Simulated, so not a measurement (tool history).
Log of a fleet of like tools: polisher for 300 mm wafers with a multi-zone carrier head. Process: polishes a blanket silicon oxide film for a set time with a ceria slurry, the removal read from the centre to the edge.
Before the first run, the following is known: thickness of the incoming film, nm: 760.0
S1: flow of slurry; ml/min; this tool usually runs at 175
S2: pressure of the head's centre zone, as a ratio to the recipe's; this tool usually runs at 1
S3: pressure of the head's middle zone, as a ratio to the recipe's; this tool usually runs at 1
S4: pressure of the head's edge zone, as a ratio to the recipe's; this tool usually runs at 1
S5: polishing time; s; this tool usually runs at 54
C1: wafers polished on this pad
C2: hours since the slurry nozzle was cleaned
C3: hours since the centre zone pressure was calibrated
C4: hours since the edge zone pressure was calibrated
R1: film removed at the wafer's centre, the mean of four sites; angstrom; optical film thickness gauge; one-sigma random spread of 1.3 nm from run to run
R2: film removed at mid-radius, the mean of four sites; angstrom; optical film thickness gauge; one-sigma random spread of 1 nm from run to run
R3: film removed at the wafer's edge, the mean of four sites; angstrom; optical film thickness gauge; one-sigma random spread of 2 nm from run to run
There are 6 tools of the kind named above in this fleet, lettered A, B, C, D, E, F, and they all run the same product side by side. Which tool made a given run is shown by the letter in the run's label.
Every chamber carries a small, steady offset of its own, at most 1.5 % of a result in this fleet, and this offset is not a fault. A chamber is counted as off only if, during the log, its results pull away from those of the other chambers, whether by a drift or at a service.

run,hour,S1,S2,S3,S4,S5,C1,C2,C3,C4,R1,R2,R3
1F,10,175,1,1,1,54,425,140.5,389.7,276.4,1501.3,1467.7,1470.5
# hour 10.3: chamber E: worn pad replaced by a new one
# hour 17.7: chamber B: worn pad replaced by a new one
2B,19.2,175,1,1,1,54,11,268,946,1346.3,1471.2,1488.2,1476.3
3D,24.9,175,1,1,1,54,865,142.6,914.8,603.2,1440.3,1444.3,1451.3
# hour 27: chamber B: edge zone pressure recalibrated
4C,34.3,175,1,1,1,54,1019,92.8,50.1,170.4,1457.8,1469.3,1472
5E,41.4,175,1,1,1,54,234,370.9,729.7,967,1456.8,1466.5,1460.4
6A,47.3,175,1,1,1,54,723,426.7,49,650.4,1487.6,1459.8,1504.7
# hour 47.4: chamber C: worn pad replaced by a new one
7B,57.4,175,1,1,1,54,299,306.2,984.2,30.5,1469,1482.2,1479.8
# hour 62.3: chamber D: edge zone pressure recalibrated
8E,63.5,175,1,1,1.05,54,401,393,751.8,989.1,1474.1,1459.3,1483.7
# hour 73.3: chamber A: worn pad replaced by a new one
9F,74,175,1,1,1.05,54,908,204.5,453.7,340.4,1484.3,1467.1,1465
10A,83.7,175,1,1,1.05,54,78,463.1,85.4,686.8,1480.4,1447.5,1468.9
11D,91.3,175,1,1,1.05,54,1365,209,981.2,29,1439.6,1464.3,1512.4
# hour 94.5: chamber E: worn pad replaced by a new one
# hour 100.5: chamber D: slurry nozzle cleaned
12C,101.2,175,1,1,1.05,54,406,159.7,117,237.3,1436.3,1453,1511.4
13D,108.5,175,1,1,1.05,54,1495,8.1,998.4,46.2,1470.2,1453.7,1503.3
# hour 109.7: chamber F: worn pad replaced by a new one
14B,115,175,1,1,1,54,734,363.8,1041.8,88.1,1448.3,1467.4,1474.5
15C,126,175,1,1,1,54,593,184.5,141.8,262.1,1465.6,1446.6,1487.4
# hour 130.5: chamber D: centre zone pressure recalibrated
16A,132.5,175,1,1,1,54,446,511.9,134.2,735.6,1471.1,1460.9,1438
# hour 137.4: chamber B: worn pad replaced by a new one
17E,141.9,175,1,1,1,54,358,471.4,830.2,1067.5,1477.9,1466.1,1426.7
18F,152.8,175,1,1,1,54,325,283.3,532.5,419.2,1471.1,1466.8,1449.5
19A,160.3,175,1,1,1,54,656,539.7,162,763.4,1458.1,1447.1,1477.6
20E,172.2,175,1,1,1,54,586,501.7,860.5,1097.8,1490.4,1452.9,1447.7
# hour 177.1: chamber E: worn pad replaced by a new one
21D,183.7,175,1,1,1,54,2062,83.3,53.2,121.4,1424.9,1437.8,1460.4
# hour 190.3: chamber C: worn pad replaced by a new one
22B,194.1,175,0.94,1.11,1,54,427,442.9,1120.9,167.2,1377.5,1643.2,1470.5
# hour 201.7: chamber A: worn pad replaced by a new one
23C,203.3,175,0.94,1.11,1,54,98,261.8,219.1,339.4,1372.5,1623.9,1496.5
24F,209.1,175,0.94,1.11,1,54,749,339.6,588.8,475.5,1375.8,1613.6,1431
25E,220.7,175,0.94,1.11,1,54,328,550.2,909,1146.3,1366.4,1604.1,1441.2
26C,232.3,175,0.94,1.11,1,54,316,290.8,248.1,368.4,1368.1,1604.2,1497.2
27A,240.1,175,0.94,1.11,1,54,289,619.5,241.8,843.2,1359.9,1591.7,1418.1
# hour 242.4: chamber E: edge zone pressure recalibrated
# hour 243.2: chamber E: worn pad replaced by a new one
28D,248.5,175,1,1,1,54,2550,148.1,118,186.2,1419.8,1428.9,1438.4
# hour 254.5: chamber A: slurry nozzle cleaned
# hour 255.2: chamber B: worn pad replaced by a new one
29F,259.1,175,1,1,1,54,1126,389.6,638.8,525.5,1482.8,1454.8,1433.2
# hour 260.7: chamber F: worn pad replaced by a new one
30B,267,175,1,1,1,54,89,515.8,1193.8,240.1,1448.2,1470.4,1498.3
# hour 270.3: chamber B: slurry nozzle cleaned
31C,272.3,225,1,0.88,1,54,618,330.8,288.1,408.4,1529.9,1350.9,1524.1
32F,283.7,225,1,0.88,1,54,173,414.2,663.4,550.1,1524.1,1360.3,1462.2
33A,290.6,225,1,0.88,1,54,670,36.1,292.3,893.7,1534.9,1341.4,1511
34B,298.3,225,1,0.88,1,54,325,28.1,1225.1,271.4,1498.2,1360.8,1513.9
# hour 300.2: chamber B: centre zone pressure recalibrated
35D,305.2,225,1,0.88,1,54,2978,204.8,174.7,242.9,1461.3,1282.7,1486.2
# hour 311.4: chamber F: centre zone pressure recalibrated
36E,316.7,225,1,0.88,1,54,554,646.2,1005,74.4,1547,1348.8,1518
# hour 319.4: chamber A: edge zone pressure recalibrated
# hour 324.6: chamber E: worn pad replaced by a new one
37C,327.2,210,0.9,1,1,54,1032,385.7,343,463.3,1350.9,1515.6,1526
38E,334.6,210,0.9,1,1,54,75,664.1,1022.9,92.3,1329.1,1525.5,1497.8
39B,346.3,210,0.9,1,1,54,687,76.1,46.2,319.4,1351.4,1524,1496.1
# hour 350: chamber A: worn pad replaced by a new one
40D,353.4,210,0.9,1,1,54,3341,253,222.9,291.1,1290.7,1436.7,1451.4
41F,362.6,210,0.9,1,1,54,768,493.1,51.3,629,1341.9,1508,1463.2
42A,373.7,210,0.9,1,1,54,178,119.2,375.4,54.3,1370.4,1497.6,1501.6
43F,382,175,1,1,1,54,914,512.5,70.7,648.4,1466.2,1481.6,1454.2

Each of the 6 chambers runs these same settings next. Fill in every chamber's results:
44A,390.5,175,1,1,1,54,,,,,?,?,?
44B,390.5,175,1,1,1,54,,,,,?,?,?
44C,390.5,175,1,1,1,54,,,,,?,?,?
44D,390.5,175,1,1,1,54,,,,,?,?,?
44E,390.5,175,1,1,1,54,,,,,?,?,?
44F,390.5,175,1,1,1,54,,,,,?,?,?

run,R1,R2,R3
44A,1469,1473,1484.7
44B,1471.4,1491.1,1485.9
44C,1457.4,1452.4,1463
44D,1371.2,1366.1,1412.2
44E,1466.4,1473.4,1444.3
44F,1467.8,1474.4,1459.6
